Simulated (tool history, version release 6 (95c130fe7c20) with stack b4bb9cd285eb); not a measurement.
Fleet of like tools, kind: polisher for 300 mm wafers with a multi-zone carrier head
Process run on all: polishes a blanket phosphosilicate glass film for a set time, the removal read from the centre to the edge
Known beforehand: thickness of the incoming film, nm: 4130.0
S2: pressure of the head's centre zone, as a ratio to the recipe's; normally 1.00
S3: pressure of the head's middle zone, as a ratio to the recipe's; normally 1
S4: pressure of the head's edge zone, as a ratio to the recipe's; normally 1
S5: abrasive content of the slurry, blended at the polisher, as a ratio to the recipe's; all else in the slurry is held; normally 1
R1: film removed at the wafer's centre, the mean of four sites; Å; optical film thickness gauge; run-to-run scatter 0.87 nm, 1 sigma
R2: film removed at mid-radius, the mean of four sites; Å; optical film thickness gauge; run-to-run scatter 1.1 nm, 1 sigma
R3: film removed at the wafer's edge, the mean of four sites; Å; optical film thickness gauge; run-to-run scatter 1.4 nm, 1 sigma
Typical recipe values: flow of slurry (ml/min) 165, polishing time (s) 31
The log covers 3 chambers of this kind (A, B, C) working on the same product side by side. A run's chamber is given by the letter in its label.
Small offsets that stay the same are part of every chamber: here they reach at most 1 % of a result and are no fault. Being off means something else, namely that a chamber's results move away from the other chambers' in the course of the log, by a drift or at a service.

run 1C hour=5.4 | flow_of_slurry_(ml/min)=165 S2=1.00 S3=1 S4=1 S5=1 polishing_time_(s)=31 | R1=1435.6 R2=1438.7 R3=1435.1
-- hour=6.6 chamber B: edge zone pressure recalibrated
run 2B hour=12.2 | flow_of_slurry_(ml/min)=165 S2=1.00 S3=1 S4=1 S5=1 polishing_time_(s)=31 | R1=1436.9 R2=1440.2 R3=1430.8
run 3A hour=17.9 | flow_of_slurry_(ml/min)=165 S2=1.00 S3=1 S4=1 S5=1 polishing_time_(s)=31 | R1=1436.5 R2=1416.6 R3=1425.8
run 4B hour=26.0 | flow_of_slurry_(ml/min)=165 S2=1.00 S3=1 S4=1 S5=1 polishing_time_(s)=31 | R1=1409.1 R2=1430.5 R3=1409.0
run 5C hour=33.8 | flow_of_slurry_(ml/min)=165 S2=1.00 S3=1 S4=1 S5=1 polishing_time_(s)=31 | R1=1422.5 R2=1445.2 R3=1431.4
-- hour=36.5 chamber A: worn pad replaced by a new one
run 6A hour=41.6 | flow_of_slurry_(ml/min)=165 S2=1.00 S3=1 S4=1 S5=1 polishing_time_(s)=31 | R1=1412.2 R2=1423.7 R3=1401.6
run 7C hour=49.5 | flow_of_slurry_(ml/min)=165 S2=1.00 S3=1 S4=1 S5=1 polishing_time_(s)=31 | R1=1418.3 R2=1428.2 R3=1414.1
run 8B hour=53.7 | flow_of_slurry_(ml/min)=165 S2=1.00 S3=1 S4=1 S5=1 polishing_time_(s)=31 | R1=1424.0 R2=1448.1 R3=1444.8
run 9A hour=60.5 | flow_of_slurry_(ml/min)=165 S2=1.00 S3=1 S4=1 S5=1 polishing_time_(s)=31 | R1=1415.2 R2=1433.6 R3=1396.8
run 10C hour=66.6 | flow_of_slurry_(ml/min)=165 S2=1.00 S3=1 S4=1 S5=1 polishing_time_(s)=31 | R1=1430.4 R2=1429.8 R3=1417.3
-- hour=67.2 chamber B: worn pad replaced by a new one
-- hour=67.2 chamber B: centre zone pressure recalibrated
run 11A hour=71.5 | flow_of_slurry_(ml/min)=165 S2=1.00 S3=1 S4=1 S5=1 polishing_time_(s)=31 | R1=1425.6 R2=1407.9 R3=1407.7
-- hour=73.0 chamber C: worn pad replaced by a new one
run 12B hour=79.2 | flow_of_slurry_(ml/min)=165 S2=1.00 S3=1 S4=1 S5=1 polishing_time_(s)=31 | R1=1424.6 R2=1447.2 R3=1408.5
-- hour=84.5 chamber A: slurry nozzle cleaned
run 13C hour=84.6 | flow_of_slurry_(ml/min)=120 S2=1.00 S3=1 S4=1 S5=1 polishing_time_(s)=31 | R1=1323.9 R2=1343.0 R3=1356.9
run 14B hour=94.3 | flow_of_slurry_(ml/min)=120 S2=1.00 S3=1 S4=1 S5=1 polishing_time_(s)=31 | R1=1346.6 R2=1341.2 R3=1360.7
-- hour=94.6 chamber A: worn pad replaced by a new one
run 15A hour=100.4 | flow_of_slurry_(ml/min)=120 S2=1.00 S3=1 S4=1 S5=1 polishing_time_(s)=31 | R1=1332.1 R2=1331.9 R3=1355.6
run 16C hour=105.3 | flow_of_slurry_(ml/min)=165 S2=1.00 S3=1 S4=1 S5=1 polishing_time_(s)=31 | R1=1433.4 R2=1430.4 R3=1412.2
run 17B hour=113.9 | flow_of_slurry_(ml/min)=165 S2=1.00 S3=1 S4=1 S5=1 polishing_time_(s)=31 | R1=1424.9 R2=1434.5 R3=1418.3
run 18A hour=120.3 | flow_of_slurry_(ml/min)=165 S2=1.00 S3=1 S4=1 S5=1 polishing_time_(s)=31 | R1=1427.8 R2=1418.8 R3=1433.2
run 19A hour=128.8 | flow_of_slurry_(ml/min)=165 S2=1.00 S3=1 S4=1 S5=1 polishing_time_(s)=31 | R1=1422.2 R2=1398.9 R3=1405.2
run 20C hour=135.3 | flow_of_slurry_(ml/min)=165 S2=1.00 S3=1 S4=1 S5=1 polishing_time_(s)=31 | R1=1420.7 R2=1436.7 R3=1440.5
-- hour=144.6 chamber C: edge zone pressure recalibrated
run 21B hour=144.8 | flow_of_slurry_(ml/min)=165 S2=1.00 S3=1 S4=1 S5=1 polishing_time_(s)=31 | R1=1433.3 R2=1437.7 R3=1430.5
run 22C hour=153.2 | flow_of_slurry_(ml/min)=165 S2=1.00 S3=1 S4=1 S5=1 polishing_time_(s)=31 | R1=1418.1 R2=1409.5 R3=1446.1
-- hour=154.5 chamber B: worn pad replaced by a new one
run 23A hour=157.6 | flow_of_slurry_(ml/min)=165 S2=1.00 S3=1 S4=1 S5=1 polishing_time_(s)=31 | R1=1417.8 R2=1420.5 R3=1402.2
-- hour=158.0 chamber A: worn pad replaced by a new one
run 24B hour=167.1 | flow_of_slurry_(ml/min)=165 S2=1.00 S3=1 S4=1 S5=1 polishing_time_(s)=31 | R1=1412.6 R2=1431.2 R3=1410.8
run 25C hour=175.3 | flow_of_slurry_(ml/min)=195 S2=1.08 S3=1 S4=1 S5=1 polishing_time_(s)=31 | R1=1602.8 R2=1460.6 R3=1455.6
run 26B hour=182.4 | flow_of_slurry_(ml/min)=195 S2=1.08 S3=1 S4=1 S5=1 polishing_time_(s)=31 | R1=1603.0 R2=1462.9 R3=1435.6
run 27A hour=191.7 | flow_of_slurry_(ml/min)=195 S2=1.08 S3=1 S4=1 S5=1 polishing_time_(s)=31 | R1=1593.2 R2=1456.3 R3=1442.5
run 28B hour=197.4 | flow_of_slurry_(ml/min)=165 S2=1.00 S3=1 S4=1 S5=1 polishing_time_(s)=31 | R1=1432.1 R2=1429.5 R3=1450.8

Has any chamber moved away from the others, gradually or after a service, or does the common gauge drift, or do the chambers differ only by their own small steady offsets? State the chamber and the most likely cause if one applies.

Neither any chamber nor the gauge drifts; the chambers differ only by their own small, steady offsets.
